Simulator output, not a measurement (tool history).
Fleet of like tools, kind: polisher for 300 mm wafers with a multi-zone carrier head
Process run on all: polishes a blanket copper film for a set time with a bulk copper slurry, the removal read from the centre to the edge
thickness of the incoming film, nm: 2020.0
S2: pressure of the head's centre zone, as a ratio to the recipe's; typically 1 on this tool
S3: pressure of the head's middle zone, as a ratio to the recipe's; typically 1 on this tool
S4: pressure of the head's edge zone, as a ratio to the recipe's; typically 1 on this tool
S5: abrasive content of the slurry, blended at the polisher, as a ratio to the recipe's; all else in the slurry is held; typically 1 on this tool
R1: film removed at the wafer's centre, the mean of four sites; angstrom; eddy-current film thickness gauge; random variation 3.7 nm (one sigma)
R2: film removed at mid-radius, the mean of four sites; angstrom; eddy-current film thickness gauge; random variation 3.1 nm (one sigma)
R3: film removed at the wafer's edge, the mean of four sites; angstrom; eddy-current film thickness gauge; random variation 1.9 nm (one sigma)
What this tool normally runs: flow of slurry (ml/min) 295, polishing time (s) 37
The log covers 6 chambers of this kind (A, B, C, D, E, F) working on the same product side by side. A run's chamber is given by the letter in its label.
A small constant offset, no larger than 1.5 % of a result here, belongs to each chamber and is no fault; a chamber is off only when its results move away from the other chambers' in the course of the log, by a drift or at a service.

At hour 1.3: chamber E: worn pad replaced by a new one.
Run 1E, hour 12.5: usual settings. Result: R1 2964.1 angstrom, R2 2956.2 angstrom, R3 2992.6 angstrom.
At hour 22.8: chamber F: slurry nozzle cleaned.
Run 2A, hour 27.1: usual settings. Result: R1 2947 angstrom, R2 2971.5 angstrom, R3 2946.8 angstrom.
Run 3B, hour 40: usual settings. Result: R1 2955.9 angstrom, R2 3022.2 angstrom, R3 2918.8 angstrom.
At hour 50.7: chamber D: worn pad replaced by a new one.
Run 4D, hour 53.2: usual settings. Result: R1 2977 angstrom, R2 3040.4 angstrom, R3 2986.6 angstrom.
At hour 53.5: chamber F: worn pad replaced by a new one.
At hour 60.2: chamber B: worn pad replaced by a new one.
At hour 62.8: chamber F: edge zone pressure recalibrated.
Run 5F, hour 66.9: usual settings. Result: R1 3014.8 angstrom, R2 2912.1 angstrom, R3 2929.7 angstrom.
At hour 71.5: chamber C: worn pad replaced by a new one.
At hour 72.1: chamber D: centre zone pressure recalibrated.
Run 6C, hour 74: usual settings but S3 0.91. Result: R1 2915 angstrom, R2 2706.3 angstrom, R3 2996.8 angstrom.
At hour 74.4: chamber A: worn pad replaced by a new one.
At hour 77.1: chamber F: centre zone pressure recalibrated.
Run 7F, hour 82.6: usual settings but S3 0.91. Result: R1 2936.5 angstrom, R2 2752.9 angstrom, R3 2956.8 angstrom.
At hour 88.2: chamber E: worn pad replaced by a new one.
Run 8D, hour 96: usual settings but S3 0.91. Result: R1 3018 angstrom, R2 2740.3 angstrom, R3 2978.4 angstrom.
Run 9C, hour 109.5: usual settings but S3 0.91. Result: R1 2945.8 angstrom, R2 2716.2 angstrom, R3 2959.9 angstrom.
At hour 109.6: chamber E: edge zone pressure recalibrated.
At hour 113.3: chamber B: slurry nozzle cleaned.
Run 10A, hour 122.9: usual settings but S3 0.91. Result: R1 2917.2 angstrom, R2 2727.9 angstrom, R3 2957.3 angstrom.
At hour 129.7: chamber F: worn pad replaced by a new one.
At hour 134: chamber E: centre zone pressure recalibrated.
At hour 134.6: chamber B: worn pad replaced by a new one.
Run 11B, hour 134.9: usual settings but S3 0.91. Result: R1 2945.7 angstrom, R2 2760.9 angstrom, R3 2936.2 angstrom.
At hour 135.4: chamber D: worn pad replaced by a new one.
Run 12E, hour 146.1: usual settings. Result: R1 3352.4 angstrom, R2 3006.6 angstrom, R3 2982.1 angstrom.
At hour 150.2: chamber A: worn pad replaced by a new one.
Run 13B, hour 156: usual settings. Result: R1 2893.4 angstrom, R2 2995.2 angstrom, R3 2909.9 angstrom.
At hour 165.1: chamber A: slurry nozzle cleaned.
Run 14F, hour 167.8: usual settings. Result: R1 3032.9 angstrom, R2 2932.8 angstrom, R3 2981.4 angstrom.
At hour 168.5: chamber C: worn pad replaced by a new one.
At hour 178.9: chamber E: worn pad replaced by a new one.
Run 15A, hour 182.1: usual settings but S4 1.09. Result: R1 2925 angstrom, R2 2997.4 angstrom, R3 3098.6 angstrom.
Run 16C, hour 195: usual settings but S4 1.09. Result: R1 2952.3 angstrom, R2 2946.7 angstrom, R3 3089.6 angstrom.
Run 17E, hour 209.8: usual settings but S4 1.09. Result: R1 3413.5 angstrom, R2 2949.3 angstrom, R3 3147.7 angstrom.
At hour 214.3: chamber F: worn pad replaced by a new one.
Run 18D, hour 222.4: usual settings but S4 1.09. Result: R1 2975.3 angstrom, R2 3001.9 angstrom, R3 3112.5 angstrom.
At hour 229.1: chamber D: worn pad replaced by a new one.
At hour 229.2: chamber B: worn pad replaced by a new one.
At hour 230.9: chamber C: centre zone pressure recalibrated.
At hour 233: chamber A: worn pad replaced by a new one.
Run 19C, hour 236: usual settings but S4 1.09. Result: R1 2952.2 angstrom, R2 2969.6 angstrom, R3 3115 angstrom.
Run 20E, hour 246.4: usual settings but S4 1.09. Result: R1 3310.7 angstrom, R2 2982.7 angstrom, R3 3114.2 angstrom.
At hour 248.5: chamber F: slurry nozzle cleaned.
At hour 250.9: chamber C: worn pad replaced by a new one.
At hour 257.9: chamber A: edge zone pressure recalibrated.
At hour 258.4: chamber E: worn pad replaced by a new one.
Run 21B, hour 258.5: usual settings. Result: R1 2984.5 angstrom, R2 2949.7 angstrom, R3 2939.8 angstrom.
Run 22F, hour 271: usual settings. Result: R1 2951.7 angstrom, R2 2970.9 angstrom, R3 2979.4 angstrom.
At hour 276.3: chamber B: edge zone pressure recalibrated.
Run 23D, hour 284.6: usual settings. Result: R1 2943.1 angstrom, R2 2992.4 angstrom, R3 2972.3 angstrom.
Run 24A, hour 298.9: usual settings but S2 0.92, polishing time (s) 27. Result: R1 1947.7 angstrom, R2 2155.8 angstrom, R3 2160.2 angstrom.
At hour 304.8: chamber F: worn pad replaced by a new one.
At hour 306.2: chamber A: worn pad replaced by a new one.
Run 25A, hour 307.5: usual settings but S2 0.92, polishing time (s) 27. Result: R1 1997.8 angstrom, R2 2169 angstrom, R3 2142.6 angstrom.
At hour 312.1: chamber D: worn pad replaced by a new one.
Run 26E, hour 321.2: usual settings but S2 0.92, polishing time (s) 27. Result: R1 2171.7 angstrom, R2 2173.8 angstrom, R3 2192.5 angstrom.
At hour 323.1: chamber B: worn pad replaced by a new one.
Run 27B, hour 328.7: usual settings but S2 0.92, polishing time (s) 27. Result: R1 1960.1 angstrom, R2 2186 angstrom, R3 2176.8 angstrom.
Run 28F, hour 341.2: usual settings but S2 0.92, polishing time (s) 27. Result: R1 2017.9 angstrom, R2 2149.4 angstrom, R3 2168.7 angstrom.
At hour 341.5: chamber E: worn pad replaced by a new one.
At hour 344.4: chamber C: worn pad replaced by a new one.
At hour 346.3: chamber A: centre zone pressure recalibrated.
Run 29D, hour 348.1: usual settings but S2 0.92, polishing time (s) 27. Result: R1 1991.7 angstrom, R2 2207.4 angstrom, R3 2163.2 angstrom.
Run 30C, hour 358.9: usual settings. Result: R1 2883 angstrom, R2 2928.7 angstrom, R3 2937.9 angstrom.
Run 31C, hour 366.5: usual settings. Result: R1 2943.7 angstrom, R2 2917.7 angstrom, R3 2970.1 angstrom.
Run 32A, hour 373.4: usual settings. Result: R1 2963.3 angstrom, R2 2977.2 angstrom, R3 2952.1 angstrom.
Run 33E, hour 383.1: usual settings. Result: R1 3324.2 angstrom, R2 2978.6 angstrom, R3 2975.8 angstrom.
At hour 386.9: chamber F: worn pad replaced by a new one.
Run 34B, hour 397.2: usual settings. Result: R1 2975.1 angstrom, R2 2932.5 angstrom, R3 2910.5 angstrom.
At hour 402.6: chamber D: edge zone pressure recalibrated.
At hour 403.6: chamber D: worn pad replaced by a new one.
Run 35F, hour 406.1: usual settings. Result: R1 2873.5 angstrom, R2 2944.1 angstrom, R3 2925.1 angstrom.
At hour 410.5: chamber B: worn pad replaced by a new one.
Run 36D, hour 416: usual settings. Result: R1 2956.3 angstrom, R2 2979.5 angstrom, R3 2952.6 angstrom.
Run 37B, hour 423: usual settings. Result: R1 2992.9 angstrom, R2 3043.1 angstrom, R3 2944.1 angstrom.

Next, all 6 chambers run the settings below, one line each with question marks for the results. What does each chamber give?
Run 38A, hour 433.7: usual settings but flow of slurry (ml/min) 350. Result: R1 ?, R2 ?, R3 ?.
Run 38B, hour 433.7: usual settings but flow of slurry (ml/min) 350. Result: R1 ?, R2 ?, R3 ?.
Run 38C, hour 433.7: usual settings but flow of slurry (ml/min) 350. Result: R1 ?, R2 ?, R3 ?.
Run 38D, hour 433.7: usual settings but flow of slurry (ml/min) 350. Result: R1 ?, R2 ?, R3 ?.
Run 38E, hour 433.7: usual settings but flow of slurry (ml/min) 350. Result: R1 ?, R2 ?, R3 ?.
Run 38F, hour 433.7: usual settings but flow of slurry (ml/min) 350. Result: R1 ?, R2 ?, R3 ?.

run      R1      R2      R3
38A  3035.3  3043.6  3002.5
38B  3023.3  2994.6    2993
38C    3021  3002.5    2997
38D  2975.9  3071.3  2995.3
38E  3388.1  3029.2  3044.9
38F  3030.6    2932  3029.4
